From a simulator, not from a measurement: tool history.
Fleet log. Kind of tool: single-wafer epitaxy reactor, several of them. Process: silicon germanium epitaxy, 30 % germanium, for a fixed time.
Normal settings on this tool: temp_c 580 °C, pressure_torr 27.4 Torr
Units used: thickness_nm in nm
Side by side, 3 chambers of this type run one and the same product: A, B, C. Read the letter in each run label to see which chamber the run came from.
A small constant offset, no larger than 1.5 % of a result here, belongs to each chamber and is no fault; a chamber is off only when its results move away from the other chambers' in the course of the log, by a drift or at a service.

run	day	temp_c	pressure_torr	read-back reference wafer on the same gauge, thickness_nm	thickness_nm
1C	0.192	580	27.4	40.087	45.808
2B	0.283	580	27.4	40.111	45.989
3A	0.471	580	27.4	40.119	46.405
4A	0.65	580	27.4	40.134	46.845
5B	0.75	580	27.4	40.111	45.848
6C	0.858	580	27.4	40.075	45.779
7B	1.033	587	33.7	40.097	57.095
8A	1.167	587	33.7	40.079	57.397
9C	1.258	587	33.7	40.094	57.072
10A	1.433	580	27.4	40.105	46.475
11C	1.625	580	27.4	40.086	45.838
12B	1.771	588	27.4	40.132	54.428
13A	1.892	588	27.4	40.136	54.387
14C	2.067	588	27.4	40.113	53.453
15B	2.204	580	27.4	40.141	47.052
16A	2.325	580	27.4	40.09	46.178
17C	2.5	580	27.4	40.081	45.86
18B	2.604	580	27.4	40.08	47.375
19A	2.767	580	27.4	40.12	46.508
20C	2.967	580	27.4	40.092	46.016
21B	3.121	580	27.4	40.09	47.936
22B	3.221	589	32	40.113	60.518
23C	3.333	589	32	40.11	57.766
24A	3.429	589	32	40.118	58.433
25C	3.55	580	27.4	40.126	45.742

Has any chamber moved away from the others, gradually or after a service, or does the common gauge drift, or do the chambers differ only by their own small steady offsets? State the chamber and the most likely cause if one applies.

Chamber B drifts away from the others.
Likeliest cause: wafer temperature above the value expected at the setpoint (K) = 2.87.

Here are 4 candidates for chamber B's next run, each the usual settings with a change, their results left as question marks. Which one brings its results back in line with what the others give on the usual settings?
In line means no further than this from the other chambers' mean on the usual settings: thickness_nm 0.7 nm
26B-1	3.692	577	27.4		?
26B-2	3.692	579	27.2		?
26B-3	3.692	583	27.4		?
26B-4	3.692	580	29.2		?

On the usual settings, the other chambers give on average: thickness_nm 46.211 nm
run	thickness_nm
26B-1	46.111
26B-2	47.748
26B-3	51.627
26B-4	50.073
26B-1 puts the chamber back in line with the other chambers.

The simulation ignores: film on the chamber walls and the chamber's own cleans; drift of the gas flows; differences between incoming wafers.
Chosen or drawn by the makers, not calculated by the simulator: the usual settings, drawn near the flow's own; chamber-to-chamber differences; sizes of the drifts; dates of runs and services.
